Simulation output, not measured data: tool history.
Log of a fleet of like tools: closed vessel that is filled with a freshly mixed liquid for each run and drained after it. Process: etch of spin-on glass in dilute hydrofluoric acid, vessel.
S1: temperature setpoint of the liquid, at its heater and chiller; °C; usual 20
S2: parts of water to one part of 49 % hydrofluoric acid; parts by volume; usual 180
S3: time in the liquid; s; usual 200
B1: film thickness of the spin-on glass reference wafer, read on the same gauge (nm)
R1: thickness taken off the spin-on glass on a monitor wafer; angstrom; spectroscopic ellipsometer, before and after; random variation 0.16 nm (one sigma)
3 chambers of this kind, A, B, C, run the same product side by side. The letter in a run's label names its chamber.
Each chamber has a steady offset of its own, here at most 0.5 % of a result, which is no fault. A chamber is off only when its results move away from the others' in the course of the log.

| run | day | S1 | S2 | S3 | B1 | R1 |
|---|---|---|---|---|---|---|
| 1B | 0.338 | 20 | 180 | 200 | 40.039 | 196.64 |
| 2A | 0.738 | 20 | 180 | 200 | 40.018 | 194.08 |
| 3C | 1.125 | 20 | 180 | 200 | 39.975 | 198.76 |
| 4A | 1.683 | 20 | 180 | 200 | 40.004 | 197.6 |
| 5C | 2.096 | 20 | 180 | 200 | 40.011 | 197.77 |
| 6B | 2.571 | 20 | 180 | 200 | 39.998 | 194.09 |
| 7A | 3.021 | 20 | 180 | 200 | 40.006 | 198.09 |
| 8C | 3.567 | 20 | 180 | 200 | 40.002 | 199.37 |
| 9B | 4.067 | 23 | 140 | 200 | 39.98 | 300.12 |
| 10B | 4.504 | 23 | 140 | 200 | 39.98 | 304.48 |
| 11A | 5.1 | 23 | 140 | 200 | 40.019 | 295.95 |
| 12C | 5.438 | 20 | 180 | 200 | 39.986 | 197.1 |
| 13C | 6.038 | 20 | 180 | 200 | 40.011 | 197.95 |
| 14A | 6.329 | 20 | 180 | 200 | 39.982 | 195.97 |
| 15B | 6.667 | 22.5 | 230 | 200 | 40.022 | 163.13 |
|  | 6.954 | chamber C: hydrofluoric acid flow meter replaced |
| 16A | 7.192 | 22.5 | 230 | 200 | 40.026 | 165.56 |
| 17C | 7.788 | 22.5 | 230 | 200 | 39.987 | 160.46 |
| 18B | 8.2 | 20 | 180 | 200 | 39.948 | 198.55 |
| 19B | 8.508 | 20 | 180 | 200 | 39.944 | 198.08 |
| 20A | 8.892 | 20 | 180 | 200 | 39.976 | 203.42 |
| 21C | 9.221 | 20 | 180 | 200 | 39.969 | 201.7 |
| 22A | 9.696 | 20 | 180 | 200 | 40.026 | 204.99 |
| 23B | 10.225 | 20 | 180 | 200 | 40.03 | 198.91 |
| 24C | 10.692 | 20 | 180 | 200 | 40.012 | 199.17 |
| 25A | 10.975 | 20 | 180 | 200 | 39.981 | 210.23 |
| 26B | 11.279 | 18 | 180 | 200 | 40.016 | 181.69 |
| 27C | 11.904 | 18 | 180 | 200 | 40.03 | 183.21 |
| 28B | 12.454 | 18 | 180 | 200 | 39.965 | 184.46 |
| 29A | 13.088 | 17 | 180 | 200 | 39.942 | 189.83 |
| 30C | 13.517 | 17 | 180 | 200 | 40.004 | 178.55 |
| 31B | 13.954 | 17 | 180 | 200 | 40.001 | 178.04 |
| 32C | 14.379 | 20 | 180 | 200 | 39.977 | 199.33 |
| 33A | 14.879 | 20 | 180 | 270 | 40.019 | 291.79 |
|  | 14.967 | chamber B: thermometer replaced |
| 34A | 15.329 | 20 | 180 | 270 | 40.008 | 290.88 |
| 35B | 15.704 | 20 | 180 | 270 | 39.971 | 265.68 |
| 36C | 16.121 | 20 | 180 | 200 | 40.025 | 198.07 |
| 37A | 16.5 | 20 | 180 | 200 | 40.041 | 215.64 |
| 38C | 16.954 | 20 | 180 | 200 | 39.979 | 197.73 |

Next, every chamber runs the same settings. What will each give?
| 39A | 17.421 | 20 | 110 | 200 |  | ? |
| 39B | 17.421 | 20 | 110 | 200 |  | ? |
| 39C | 17.421 | 20 | 110 | 200 |  | ? |

| run | R1 |
|---|---|
| 39A | 386.63 |
| 39B | 352.41 |
| 39C | 346.51 |
